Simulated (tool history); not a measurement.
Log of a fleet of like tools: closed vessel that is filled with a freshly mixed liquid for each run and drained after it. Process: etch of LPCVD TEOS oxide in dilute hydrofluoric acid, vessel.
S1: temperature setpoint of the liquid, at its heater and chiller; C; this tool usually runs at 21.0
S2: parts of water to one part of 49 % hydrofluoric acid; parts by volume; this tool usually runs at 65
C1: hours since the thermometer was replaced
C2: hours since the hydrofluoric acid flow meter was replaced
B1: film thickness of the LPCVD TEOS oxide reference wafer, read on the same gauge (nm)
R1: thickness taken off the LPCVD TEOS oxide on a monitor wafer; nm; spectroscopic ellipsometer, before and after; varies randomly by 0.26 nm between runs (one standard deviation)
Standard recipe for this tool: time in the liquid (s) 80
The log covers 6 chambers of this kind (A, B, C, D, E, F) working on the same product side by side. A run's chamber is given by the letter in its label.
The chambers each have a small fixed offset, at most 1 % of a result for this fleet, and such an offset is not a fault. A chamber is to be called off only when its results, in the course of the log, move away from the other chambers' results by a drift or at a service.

Run 1A, hour 4.7: usual settings; C1 1000.6; C2 967.0; B1 59.967. Result: R1 25.960 nm.
Run 2B, hour 12.3: usual settings; C1 487.5; C2 705.5; B1 59.994. Result: R1 25.611 nm.
Run 3F, hour 20.2: usual settings; C1 323.8; C2 698.4; B1 60.014. Result: R1 25.677 nm.
Run 4E, hour 26.0: usual settings; C1 389.7; C2 528.1; B1 59.996. Result: R1 25.861 nm.
Run 5C, hour 34.9: usual settings; C1 2492.4; C2 361.1; B1 59.988. Result: R1 25.934 nm.
Run 6D, hour 44.4: usual settings but S2 90 parts by volume; C1 1248.3; C2 416.5; B1 59.946. Result: R1 17.962 nm.
Run 7D, hour 49.3: usual settings but S2 90 parts by volume; C1 1253.2; C2 421.4; B1 59.995. Result: R1 18.005 nm.
Run 8E, hour 54.3: usual settings but S2 90 parts by volume; C1 418.0; C2 556.4; B1 60.013. Result: R1 18.129 nm.
Run 9B, hour 60.7: usual settings but S2 90 parts by volume; C1 535.9; C2 753.9; B1 59.996. Result: R1 17.909 nm.
Run 10F, hour 65.4: usual settings but S2 90 parts by volume; C1 369.0; C2 743.6; B1 59.997. Result: R1 18.111 nm.
At hour 72.2: chamber D: hydrofluoric acid flow meter replaced.
Run 11C, hour 72.3: usual settings but S2 90 parts by volume; C1 2529.8; C2 398.5; B1 60.012. Result: R1 17.947 nm.
Run 12A, hour 81.4: usual settings; C1 1077.3; C2 1043.7; B1 60.035. Result: R1 26.136 nm.
Run 13A, hour 88.1: usual settings; C1 1084.0; C2 1050.4; B1 59.987. Result: R1 25.546 nm.
At hour 88.9: chamber F: hydrofluoric acid flow meter replaced.
Run 14B, hour 97.7: usual settings but S1 18.5 C, time in the liquid (s) 40; C1 572.9; C2 790.9; B1 59.973. Result: R1 11.284 nm.
Run 15C, hour 107.2: usual settings but S1 18.5 C, time in the liquid (s) 40; C1 2564.7; C2 433.4; B1 59.971. Result: R1 11.420 nm.
Run 16F, hour 113.2: usual settings but S1 18.5 C, time in the liquid (s) 40; C1 416.8; C2 24.4; B1 60.013. Result: R1 11.698 nm.
Run 17E, hour 118.2: usual settings but S1 18.5 C, time in the liquid (s) 40; C1 481.9; C2 620.3; B1 60.025. Result: R1 11.630 nm.
At hour 123.0: chamber A: hydrofluoric acid flow meter replaced.
Run 18D, hour 125.5: usual settings but S1 18.5 C, time in the liquid (s) 40; C1 1329.4; C2 53.3; B1 60.024. Result: R1 11.615 nm.
Run 19E, hour 134.7: usual settings but S1 18.5 C, time in the liquid (s) 40; C1 498.4; C2 636.8; B1 59.965. Result: R1 11.772 nm.
Run 20C, hour 139.2: usual settings; C1 2596.7; C2 465.4; B1 60.018. Result: R1 24.746 nm.
Run 21D, hour 144.2: usual settings; C1 1348.1; C2 72.0; B1 60.017. Result: R1 25.338 nm.
At hour 144.8: chamber B: hydrofluoric acid flow meter replaced.
Run 22F, hour 149.3: usual settings but time in the liquid (s) 120; C1 452.9; C2 60.5; B1 59.993. Result: R1 38.659 nm.
Run 23A, hour 156.4: usual settings but time in the liquid (s) 120; C1 1152.3; C2 33.5; B1 60.024. Result: R1 38.774 nm.
Run 24B, hour 161.1: usual settings but time in the liquid (s) 120; C1 636.3; C2 16.4; B1 59.985. Result: R1 38.616 nm.
Run 25E, hour 167.3: usual settings but time in the liquid (s) 120; C1 531.0; C2 669.4; B1 60.007. Result: R1 38.460 nm.
Run 26B, hour 173.2: usual settings but time in the liquid (s) 120; C1 648.4; C2 28.5; B1 60.019. Result: R1 38.171 nm.
Run 27C, hour 179.8: usual settings but time in the liquid (s) 120; C1 2637.3; C2 506.0; B1 60.042. Result: R1 36.048 nm.
Run 28D, hour 188.6: usual settings; C1 1392.5; C2 116.4; B1 60.022. Result: R1 25.886 nm.
Run 29A, hour 193.3: usual settings; C1 1189.2; C2 70.4; B1 60.017. Result: R1 26.109 nm.
Run 30F, hour 198.0: usual settings; C1 501.6; C2 109.2; B1 60.040. Result: R1 26.604 nm.
Run 31F, hour 207.4: usual settings; C1 511.0; C2 118.6; B1 60.004. Result: R1 25.780 nm.
Run 32D, hour 213.0: usual settings; C1 1416.9; C2 140.8; B1 59.985. Result: R1 25.326 nm.
Run 33B, hour 218.2: usual settings; C1 693.4; C2 73.5; B1 59.961. Result: R1 25.452 nm.
Run 34E, hour 223.6: usual settings; C1 587.3; C2 725.7; B1 60.004. Result: R1 26.122 nm.
Run 35C, hour 233.2: usual settings; C1 2690.7; C2 559.4; B1 59.959. Result: R1 23.763 nm.
Run 36A, hour 241.7: usual settings; C1 1237.6; C2 118.8; B1 59.996. Result: R1 25.888 nm.
Run 37A, hour 249.0: usual settings; C1 1244.9; C2 126.1; B1 60.004. Result: R1 25.957 nm.
Run 38D, hour 254.4: usual settings but S1 24.0 C, time in the liquid (s) 50; C1 1458.3; C2 182.2; B1 59.922. Result: R1 17.796 nm.

The same settings go to every chamber for the next run, one line per chamber below. Forecast the results for each:
Run 39A, hour 261.5: usual settings but time in the liquid (s) 125. Result: R1 ?.
Run 39B, hour 261.5: usual settings but time in the liquid (s) 125. Result: R1 ?.
Run 39C, hour 261.5: usual settings but time in the liquid (s) 125. Result: R1 ?.
Run 39D, hour 261.5: usual settings but time in the liquid (s) 125. Result: R1 ?.
Run 39E, hour 261.5: usual settings but time in the liquid (s) 125. Result: R1 ?.
Run 39F, hour 261.5: usual settings but time in the liquid (s) 125. Result: R1 ?.

run      R1
39A  39.823
39B  39.780
39C  37.299
39D  39.553
39E  40.313
39F  40.643
